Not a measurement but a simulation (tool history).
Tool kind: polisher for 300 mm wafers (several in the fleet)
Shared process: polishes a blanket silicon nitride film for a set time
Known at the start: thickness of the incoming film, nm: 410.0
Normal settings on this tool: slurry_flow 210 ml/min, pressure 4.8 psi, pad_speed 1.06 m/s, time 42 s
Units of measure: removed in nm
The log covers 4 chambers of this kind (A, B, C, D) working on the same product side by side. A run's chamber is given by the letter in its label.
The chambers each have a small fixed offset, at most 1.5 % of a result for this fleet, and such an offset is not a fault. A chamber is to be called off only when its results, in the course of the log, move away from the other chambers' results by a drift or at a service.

run,hour,slurry_flow,pressure,pad_speed,time,wafers polished on this pad,hours since the slurry nozzle was cleaned,hours since the head pressure was calibrated,removed
# hour 0.7: chamber C: worn pad replaced by a new one
1A,4.1,210,4.8,1.06,42,462,45.5,242.6,116.38
2D,10.7,210,4.8,1.06,42,1026,330.3,769.3,116.34
# hour 11.0: chamber D: worn pad replaced by a new one
3B,17.4,210,4.8,1.06,42,1137,179.1,617.5,116.06
4C,23.4,210,4.8,1.06,42,313,439.6,337.7,114.09
# hour 24.6: chamber B: worn pad replaced by a new one
# hour 25.3: chamber B: head pressure recalibrated
5D,28.3,210,4.8,1.06,42,238,347.9,786.9,114.96
6A,31.2,210,4.8,1.06,42,835,72.6,269.7,116.06
7B,34.8,210,4.8,1.06,42,141,196.5,9.5,116.60
8C,38.8,180,4.8,1.06,54,525,455.0,353.1,143.41
9A,44.1,180,4.8,1.06,54,1012,85.5,282.6,143.46
10C,49.0,180,4.8,1.06,54,665,465.2,363.3,144.32
11D,53.0,180,4.8,1.06,54,577,372.6,811.6,143.69
12B,57.5,210,4.8,1.06,42,453,219.2,32.2,118.15
13A,62.2,210,4.8,1.06,42,1261,103.6,300.7,112.52
14D,68.1,210,4.8,1.06,42,785,387.7,826.7,116.45
# hour 70.1: chamber C: worn pad replaced by a new one
15B,73.1,210,4.8,1.06,42,667,234.8,47.8,117.43
16C,76.2,250,4.8,1.40,42,83,492.4,390.5,147.95
17C,80.6,250,4.8,1.40,42,144,496.8,394.9,144.13
18D,86.3,250,4.8,1.40,42,1035,405.9,844.9,145.68
# hour 90.7: chamber D: worn pad replaced by a new one
19A,91.5,250,4.8,1.40,42,1664,132.9,330.0,138.15
20B,97.2,210,4.8,1.06,42,999,258.9,71.9,114.46
# hour 102.0: chamber B: worn pad replaced by a new one
21C,102.3,210,4.8,1.06,42,442,518.5,416.6,115.48
# hour 104.1: chamber C: slurry nozzle cleaned
22B,108.9,210,4.8,1.06,42,96,270.6,83.6,116.79
23D,112.5,210,4.8,1.06,42,300,432.1,871.1,114.39
# hour 115.1: chamber D: slurry nozzle cleaned
24A,115.5,210,4.8,1.06,42,1994,156.9,354.0,106.31
25A,120.9,210,4.8,1.06,42,2068,162.3,359.4,106.93
26D,126.1,210,4.8,1.06,42,487,11.0,884.7,115.84
27C,132.7,210,4.8,1.06,42,860,28.7,447.0,115.48
28B,136.3,210,4.8,1.06,42,472,298.0,111.0,115.53
29A,140.4,210,4.8,1.06,42,2336,181.8,378.9,103.64

Does one chamber stand apart from the rest, does the shared gauge drift, or is all well apart from small per-chamber offsets? Give the chamber and the most likely cause, where there is one.

Little by little, chamber A moves away from the other chambers.
What lies behind it: removal rate lost through wear of the pad, % = 10.3.
From this log alone, it may not be told apart from: head's pressure below its setpoint, %.

Here are 4 candidates for chamber A's next run, each the usual settings with a change, their results left as question marks. Which one brings its results back in line with what the others give on the usual settings?
In-line tolerance around the mean of the other chambers on the usual settings: removed 3.000 nm
30A-1,145.2,210,4.3,1.06,38,,,,?
30A-2,145.2,215,4.8,1.20,42,,,,?
30A-3,145.2,210,4.5,1.02,42,,,,?
30A-4,145.2,210,4.8,1.18,47,,,,?

Usual-settings mean across the other chambers: removed 115.230 nm
run,removed
30A-1,84.218
30A-2,115.220
30A-3,94.551
30A-4,126.840
It is 30A-2 that realigns the chamber with its peers.
